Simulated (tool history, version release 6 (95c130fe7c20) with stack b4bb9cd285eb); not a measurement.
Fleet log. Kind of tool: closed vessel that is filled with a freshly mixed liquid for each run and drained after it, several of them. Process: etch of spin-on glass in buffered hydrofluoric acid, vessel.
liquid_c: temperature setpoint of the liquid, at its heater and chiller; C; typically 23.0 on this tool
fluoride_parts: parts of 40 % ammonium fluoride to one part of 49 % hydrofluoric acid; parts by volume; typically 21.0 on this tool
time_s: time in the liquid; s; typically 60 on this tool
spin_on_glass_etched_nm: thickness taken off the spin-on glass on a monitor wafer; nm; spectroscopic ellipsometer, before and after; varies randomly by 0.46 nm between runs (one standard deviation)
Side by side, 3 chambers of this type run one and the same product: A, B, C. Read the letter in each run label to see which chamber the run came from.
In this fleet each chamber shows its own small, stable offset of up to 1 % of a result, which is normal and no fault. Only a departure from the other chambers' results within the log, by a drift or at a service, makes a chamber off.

run,hour,liquid_c,fluoride_parts,time_s,hours since the thermometer was replaced,hours since the hydrofluoric acid flow meter was replaced,"read-back film thickness of the spin-on glass reference wafer, read on the same gauge (nm)",spin_on_glass_etched_nm
1C,7.9,23.0,21.0,60,2188.8,666.3,49.999,96.974
2A,12.3,23.0,21.0,60,729.9,30.5,50.017,96.289
3B,20.1,23.0,21.0,60,921.4,1183.3,50.011,96.289
4C,25.3,23.0,21.0,60,2206.2,683.7,49.998,96.802
5B,31.4,23.0,21.0,60,932.7,1194.6,49.974,96.013
6A,35.8,23.0,21.0,60,753.4,54.0,49.990,96.195
7A,41.7,23.0,21.0,60,759.3,59.9,49.982,96.403
8B,49.8,23.0,21.0,60,951.1,1213.0,50.013,95.625
9C,58.1,20.5,25.5,60,2239.0,716.5,50.004,73.336
10B,66.5,20.5,25.5,60,967.8,1229.7,50.009,72.970
11C,70.5,20.5,25.5,60,2251.4,728.9,50.014,73.629
12A,76.3,27.5,18.0,60,793.9,94.5,50.036,141.710
13A,80.8,27.5,18.0,60,798.4,99.0,49.996,140.730
14B,88.6,27.5,18.0,60,989.9,1251.8,49.989,141.280
15C,95.4,23.0,21.0,60,2276.3,753.8,50.009,96.200
16B,100.7,23.0,21.0,60,1002.0,1263.9,50.031,96.978
17C,105.8,23.0,21.0,60,2286.7,764.2,50.011,97.718
18A,114.8,23.0,21.0,60,832.4,133.0,50.010,96.288
19C,122.7,23.0,21.0,60,2303.6,781.1,50.026,96.137
20A,130.5,23.0,21.0,60,848.1,148.7,49.993,96.405
21B,136.3,23.0,21.0,60,1037.6,1299.5,50.010,96.256
22A,143.7,23.0,21.0,60,861.3,161.9,50.014,96.124
23B,150.1,23.0,21.0,60,1051.4,1313.3,50.008,96.594
24C,158.7,23.0,21.0,60,2339.6,817.1,49.989,96.892
25A,166.2,23.0,21.0,60,883.8,184.4,49.997,96.551
# hour 170.2: chamber C: hydrofluoric acid flow meter replaced
26B,174.7,23.0,21.0,60,1076.0,1337.9,49.998,96.127
# hour 177.3: chamber C: thermometer replaced
27C,182.7,23.0,21.0,60,5.5,12.5,50.019,96.483
28C,187.5,23.0,17.5,45,10.3,17.3,49.991,85.320
29B,193.9,23.0,17.5,45,1095.2,1357.1,49.990,84.597
30A,198.6,23.0,17.5,45,916.2,216.8,50.001,83.901
31C,206.2,23.0,21.0,60,29.0,36.0,49.999,96.292
32A,211.8,23.0,21.0,60,929.4,230.0,49.997,95.969
33B,220.9,23.0,21.0,60,1122.2,1384.1,49.997,95.791
34A,227.1,23.0,21.0,60,944.7,245.3,49.997,96.634
35C,233.8,23.0,21.0,60,56.6,63.6,50.027,96.362
36B,242.2,23.0,21.0,60,1143.5,1405.4,49.977,96.143
37B,249.7,23.0,21.0,60,1151.0,1412.9,49.994,95.941
38A,254.8,23.0,21.0,60,972.4,273.0,50.000,96.410
39C,263.0,23.0,21.0,60,85.8,92.8,50.011,95.875
40C,269.7,23.0,21.0,60,92.5,99.5,50.013,96.619
41A,277.9,23.0,21.0,60,995.5,296.1,50.006,96.741
42B,283.8,23.0,21.0,60,1185.1,1447.0,49.989,96.555
43A,292.6,23.0,21.0,60,1010.2,310.8,50.030,96.249
44C,300.5,23.0,21.0,60,123.3,130.3,49.982,96.326

All 3 chambers run these settings next. Forecast each chamber's results:
45A,307.1,23.0,21.0,60,,,,?
45B,307.1,23.0,21.0,60,,,,?
45C,307.1,23.0,21.0,60,,,,?

run,spin_on_glass_etched_nm
45A,96.192
45B,96.493
45C,96.803
